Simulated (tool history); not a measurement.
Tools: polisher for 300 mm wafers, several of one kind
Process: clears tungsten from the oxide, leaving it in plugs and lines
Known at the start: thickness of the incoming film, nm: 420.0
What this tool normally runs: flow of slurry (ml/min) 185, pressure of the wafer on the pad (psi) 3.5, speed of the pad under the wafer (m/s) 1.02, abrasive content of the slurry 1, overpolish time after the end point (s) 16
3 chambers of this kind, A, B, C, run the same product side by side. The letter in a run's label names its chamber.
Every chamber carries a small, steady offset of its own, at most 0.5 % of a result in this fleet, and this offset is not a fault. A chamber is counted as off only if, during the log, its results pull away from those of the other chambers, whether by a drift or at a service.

| run | hour | flow of slurry (ml/min) | pressure of the wafer on the pad (psi) | speed of the pad under the wafer (m/s) | abrasive content of the slurry | overpolish time after the end point (s) | wafers polished on this pad | hours since the slurry nozzle was cleaned | hours since the head pressure was calibrated | hours since the slurry blender was calibrated | hours since the slurry got fresh peroxide | time until the end point was called (s) |
|---|---|---|---|---|---|---|---|---|---|---|---|---|
| 1C | 2.8 | 185 | 3.5 | 1.02 | 1 | 16 | 359 | 56.5 | 793.1 | 316.5 | 127.8 | 108.96 |
| 2A | 7.2 | 185 | 3.5 | 1.02 | 1 | 16 | 401 | 14.4 | 1055.9 | 341.3 | 127.9 | 109.8 |
| 3B | 10.2 | 185 | 3.5 | 1.02 | 1 | 16 | 201 | 239 | 1211 | 113.7 | 63.3 | 108.98 |
| 4B | 12.2 | 185 | 3.5 | 1.02 | 1 | 16 | 213 | 241 | 1213 | 115.7 | 65.3 | 109.34 |
| 5C | 14.7 | 185 | 3.5 | 1.02 | 1 | 16 | 427 | 68.4 | 805 | 328.4 | 139.7 | 109.95 |
| 6A | 16.9 | 185 | 3.5 | 1.02 | 1 | 16 | 456 | 24.1 | 1065.6 | 351 | 137.6 | 114.17 |
| 7B | 20.3 | 185 | 3.5 | 1.02 | 1 | 16 | 259 | 249.1 | 1221.1 | 123.8 | 73.4 | 110.23 |
|  | 20.9 | chamber B: slurry nozzle cleaned |
| 8C | 24.8 | 160 | 3.5 | 1.02 | 1 | 9 | 484 | 78.5 | 815.1 | 338.5 | 149.8 | 115.76 |
| 9A | 28 | 160 | 3.5 | 1.02 | 1 | 9 | 520 | 35.2 | 1076.7 | 362.1 | 148.7 | 112.44 |
|  | 28.9 | chamber A: slurry blender recalibrated |
| 10C | 31.1 | 160 | 3.5 | 1.02 | 1 | 9 | 520 | 84.8 | 821.4 | 344.8 | 156.1 | 113.49 |
| 11B | 33.9 | 185 | 3.5 | 1.02 | 1 | 16 | 336 | 13 | 1234.7 | 137.4 | 87 | 108.38 |
| 12A | 38 | 185 | 3.5 | 1.02 | 1 | 16 | 577 | 45.2 | 1086.7 | 9.2 | 158.7 | 108.78 |
| 13B | 41.3 | 185 | 3.5 | 1.02 | 1 | 16 | 378 | 20.4 | 1242.1 | 144.8 | 94.4 | 106.99 |
|  | 43 | chamber B: slurry tank refilled with fresh slurry and peroxide |
| 14A | 45.2 | 185 | 3.5 | 1.02 | 1 | 16 | 617 | 52.4 | 1093.9 | 16.4 | 165.9 | 110.45 |
|  | 49.2 | chamber C: slurry tank refilled with fresh slurry and peroxide |
| 15C | 49.2 | 185 | 3.5 | 1.02 | 1 | 16 | 623 | 102.9 | 839.5 | 362.9 | 0.1 | 110.41 |
| 16B | 52.6 | 185 | 3.5 | 1.02 | 1 | 16 | 442 | 31.7 | 1253.4 | 156.1 | 9.6 | 111.82 |
|  | 53.7 | chamber C: worn pad replaced by a new one |
| 17C | 55.4 | 185 | 3.5 | 1.34 | 1.25 | 16 | 9 | 109.1 | 845.7 | 369.1 | 6.3 | 78.942 |
| 18A | 59.4 | 185 | 3.5 | 1.34 | 1.25 | 16 | 698 | 66.6 | 1108.1 | 30.6 | 180.1 | 81.576 |
| 19A | 63.8 | 185 | 3.5 | 1.34 | 1.25 | 16 | 723 | 71 | 1112.5 | 35 | 184.5 | 85.721 |
| 20C | 66.4 | 185 | 3.5 | 1.02 | 1 | 16 | 72 | 120.1 | 856.7 | 380.1 | 17.3 | 110.16 |
| 21B | 70.2 | 185 | 3.5 | 1.02 | 1 | 16 | 543 | 49.3 | 1271 | 173.7 | 27.2 | 108.58 |
| 22A | 73.9 | 185 | 3.5 | 1.02 | 1 | 16 | 781 | 81.1 | 1122.6 | 45.1 | 194.6 | 113.33 |
| 23C | 76.2 | 185 | 3.5 | 1.02 | 1 | 16 | 128 | 129.9 | 866.5 | 389.9 | 27.1 | 109.87 |
| 24B | 79.1 | 185 | 3.5 | 1.02 | 1 | 16 | 593 | 58.2 | 1279.9 | 182.6 | 36.1 | 106.82 |
| 25C | 82.1 | 185 | 3.5 | 1.02 | 1 | 16 | 161 | 135.8 | 872.4 | 395.8 | 33 | 111.23 |
| 26A | 85.8 | 185 | 3.5 | 0.88 | 1 | 16 | 848 | 93 | 1134.5 | 57 | 206.5 | 136.07 |
| 27B | 89.2 | 185 | 3.5 | 0.88 | 1 | 16 | 651 | 68.3 | 1290 | 192.7 | 46.2 | 127.65 |
| 28A | 91.8 | 185 | 3.5 | 0.88 | 1 | 16 | 883 | 99 | 1140.5 | 63 | 212.5 | 137.99 |
| 29B | 94.5 | 185 | 3.5 | 1.02 | 0.75 | 16 | 681 | 73.6 | 1295.3 | 198 | 51.5 | 119.26 |
| 30C | 99.1 | 185 | 3.5 | 1.02 | 0.75 | 16 | 258 | 152.8 | 889.4 | 412.8 | 50 | 114.23 |
| 31C | 102.6 | 185 | 3.5 | 1.02 | 0.75 | 16 | 278 | 156.3 | 892.9 | 416.3 | 53.5 | 114.22 |
|  | 105.3 | chamber C: slurry blender recalibrated |
| 32A | 105.3 | 210 | 3.5 | 1.02 | 1 | 16 | 959 | 112.5 | 1154 | 76.5 | 226 | 117.59 |
| 33B | 107.5 | 210 | 3.5 | 1.02 | 1 | 16 | 755 | 86.6 | 1308.3 | 211 | 64.5 | 108.28 |
| 34B | 110.9 | 210 | 3.5 | 1.02 | 1 | 16 | 774 | 90 | 1311.7 | 214.4 | 67.9 | 108.03 |
|  | 115.1 | chamber B: worn pad replaced by a new one |
| 35A | 115.1 | 185 | 3.5 | 1.02 | 1 | 16 | 1015 | 122.3 | 1163.8 | 86.3 | 235.8 | 119.7 |
|  | 115.9 | chamber B: slurry tank refilled with fresh slurry and peroxide |
|  | 117.1 | chamber A: worn pad replaced by a new one |
| 36C | 119 | 185 | 3.5 | 1.02 | 1 | 16 | 371 | 172.7 | 909.3 | 13.8 | 69.9 | 107.7 |
| 37C | 122.5 | 185 | 3.5 | 1.02 | 1 | 16 | 391 | 176.2 | 912.8 | 17.3 | 73.4 | 108.95 |
| 38A | 125.7 | 185 | 3.5 | 1.02 | 1 | 16 | 49 | 132.9 | 1174.4 | 96.9 | 246.4 | 123.46 |
| 39B | 128.5 | 185 | 3.5 | 1.02 | 1 | 16 | 76 | 107.6 | 1329.3 | 232 | 12.7 | 107.92 |
| 40A | 130.8 | 185 | 4.6 | 1.02 | 1 | 16 | 78 | 138 | 1179.5 | 102 | 251.5 | 96.48 |
| 41B | 134.3 | 185 | 4.6 | 1.02 | 1 | 16 | 109 | 113.4 | 1335.1 | 237.8 | 18.5 | 84.545 |
| 42C | 137.6 | 185 | 4.6 | 1.02 | 1 | 16 | 477 | 191.3 | 927.9 | 32.4 | 88.5 | 83.393 |
| 43C | 140.9 | 185 | 3.5 | 1.02 | 1 | 16 | 496 | 194.6 | 931.2 | 35.7 | 91.8 | 110.28 |
| 44A | 144.3 | 185 | 3.5 | 1.02 | 1.25 | 19 | 155 | 151.5 | 1193 | 115.5 | 265 | 117.77 |

Decide between three cases: one chamber stands off from its peers, the gauge reading all wafers drifts, or nothing is wrong past each chamber's small offset. Where a chamber is off, say which and what most likely put it there.

Chamber A drifts away from the others.
Cause: peroxide lost from the slurry, % = 27.2.
With only this log, it may be confused with: head's pressure below its setpoint, %.

Below are 4 candidate recipes for chamber A's next run, each the usual settings with a change, their results shown as question marks. Which of them brings A's results back in line with what the other chambers give on the usual settings?
A result is in line if it is within this distance of the other chambers' mean on the usual settings: time until the end point was called (s) 6.1
| 45A-1 | 147.6 | 185 | 3.9 | 1.02 | 1 | 16 |  |  |  |  |  | ? |
| 45A-2 | 147.6 | 180 | 3.1 | 0.88 | 1 | 16 |  |  |  |  |  | ? |
| 45A-3 | 147.6 | 180 | 3.1 | 1.02 | 1 | 16 |  |  |  |  |  | ? |
| 45A-4 | 147.6 | 190 | 4 | 1.16 | 1 | 16 |  |  |  |  |  | ? |

Other chambers, usual settings, mean: time until the end point was called (s) 110.02
| run | time until the end point was called (s) |
|---|---|
| 45A-1 | 111.35 |
| 45A-2 | 162.47 |
| 45A-3 | 140.16 |
| 45A-4 | 95.129 |
Change 45A-1 lands the chamber within the allowed miss of the other chambers.
